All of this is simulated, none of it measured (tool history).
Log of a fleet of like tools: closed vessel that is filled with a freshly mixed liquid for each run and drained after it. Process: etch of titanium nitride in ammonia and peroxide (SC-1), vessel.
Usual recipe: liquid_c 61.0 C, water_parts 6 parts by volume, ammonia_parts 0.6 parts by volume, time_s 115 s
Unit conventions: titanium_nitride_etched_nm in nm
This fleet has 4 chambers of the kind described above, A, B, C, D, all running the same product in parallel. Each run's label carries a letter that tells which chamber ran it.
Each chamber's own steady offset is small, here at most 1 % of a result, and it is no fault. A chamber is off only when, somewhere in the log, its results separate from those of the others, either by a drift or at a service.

run   hour  liquid_c  water_parts  ammonia_parts  time_s  hours since the thermometer was replaced  hours since the ammonia flow meter was replaced  hours since the drum of ammonia solution was connected  read-back film thickness of the titanium nitride reference wafer, read on the same gauge (nm)  titanium_nitride_etched_nm
       6.6  -- chamber C: ammonia flow meter replaced
 1C    8.4      61.0            6            0.6     115                                     346.7                                              1.9                                                   478.1                                                                                         50.006                      23.558
 2B   15.5      61.0            6            0.6     115                                     405.3                                             85.9                                                   310.1                                                                                         50.019                      23.545
 3A   22.7      61.0            6            0.6     115                                     536.9                                            496.0                                                   159.6                                                                                         49.945                      23.421
 4D   34.0      61.0            6            0.6     115                                     637.9                                            350.4                                                   190.9                                                                                         50.015                      23.449
      37.2  -- chamber A: ammonia flow meter replaced
 5D   44.1      65.5            6            0.6     150                                     648.0                                            360.5                                                   201.0                                                                                         50.008                      41.214
 6B   51.9      65.5            6            0.6     150                                     441.7                                            122.3                                                   346.5                                                                                         49.961                      41.321
 7C   64.1      65.5            6            0.6     150                                     402.4                                             57.6                                                   533.8                                                                                         50.005                      40.653
 8A   70.8      65.5            6            0.6     150                                     585.0                                             33.6                                                   207.7                                                                                         49.971                      40.999
 9B   78.5      61.0            6            0.6     115                                     468.3                                            148.9                                                   373.1                                                                                         49.990                      23.707
10A   86.5      61.0            5            0.6      55                                     600.7                                             49.3                                                   223.4                                                                                         50.031                      12.194
11D   94.7      61.0            5            0.6      55                                     698.6                                            411.1                                                   251.6                                                                                         49.993                      12.182
12C  106.6      61.0            5            0.6      55                                     444.9                                            100.1                                                   576.3                                                                                         49.979                      12.233
13B  116.1      61.0            5            0.6      55                                     505.9                                            186.5                                                   410.7                                                                                         49.987                      12.135
14C  127.9      61.0            6            0.6     115                                     466.2                                            121.4                                                   597.6                                                                                         50.015                      23.352
15A  138.6      61.0            6            0.6     115                                     652.8                                            101.4                                                   275.5                                                                                         50.015                      23.371
16D  145.6      61.0            6            0.6     115                                     749.5                                            462.0                                                   302.5                                                                                         50.011                      23.513
     149.0  -- chamber D: ammonia flow meter replaced
17D  153.5      61.0            6            0.6     115                                     757.4                                              4.6                                                   310.4                                                                                         50.030                      23.465
18C  160.0      61.0            6            0.6     115                                     498.3                                            153.5                                                   629.7                                                                                         49.988                      23.435
     161.7  -- chamber C: new drum of ammonia solution connected
19A  169.5      61.0            6            0.6     115                                     683.7                                            132.3                                                   306.4                                                                                         49.975                      23.474
20B  182.2      61.0            6            0.6     115                                     572.0                                            252.6                                                   476.8                                                                                         49.998                      23.135
21A  194.3      61.0            6            0.6     115                                     708.5                                            157.1                                                   331.2                                                                                         49.984                      23.316
22D  206.8      61.0            6            0.6     115                                     810.7                                             57.9                                                   363.7                                                                                         50.043                      23.321
23B  214.8      61.0            6            0.6     115                                     604.6                                            285.2                                                   509.4                                                                                         49.978                      22.930
24C  221.7      61.0            6            0.6     115                                     560.0                                            215.2                                                    60.0                                                                                         50.018                      23.458
25D  230.9      61.0            6            0.6     115                                     834.8                                             82.0                                                   387.8                                                                                         50.028                      23.466
26A  241.3      53.5            6            0.6     155                                     755.5                                            204.1                                                   378.2                                                                                         50.021                      19.112
27B  249.8      53.5            6            0.6     155                                     639.6                                            320.2                                                   544.4                                                                                         50.015                      18.487
28C  260.2      53.5            6            0.6     155                                     598.5                                            253.7                                                    98.5                                                                                         49.940                      19.261
29D  271.3      53.5            6            0.6     155                                     875.2                                            122.4                                                   428.2                                                                                         49.966                      19.040

One chamber off, gauge drift, or nothing amiss beyond the chambers' own small offsets? If it is a chamber, which one, and what is the likeliest cause?

Little by little, chamber B moves away from the other chambers.
Most likely cause: liquid colder than its thermometer reads (K) = 0.659.

Chamber B could run next with any of the 4 candidate recipes listed below; each alters the usual settings, and their results appear as question marks. Which one brings its results back in line with what the other chambers deliver on the usual settings?
In line here means within this much of the mean the other chambers give on the usual settings: titanium_nitride_etched_nm 0.290 nm
30B-1  280.6      60.5            6            0.6     115                                                                                                                                                                                                                                                                             ?
30B-2  280.6      61.0            6            0.9     115                                                                                                                                                                                                                                                                             ?
30B-3  280.6      61.0            6            0.4     115                                                                                                                                                                                                                                                                             ?
30B-4  280.6      61.5            6            0.6     115                                                                                                                                                                                                                                                                             ?

The mean the other chambers reach with the usual settings: titanium_nitride_etched_nm 23.437 nm
  run  titanium_nitride_etched_nm
30B-1                      21.855
30B-2                      23.932
30B-3                      21.198
30B-4                      23.363
Change 30B-4 lands the chamber within the allowed miss of the other chambers.
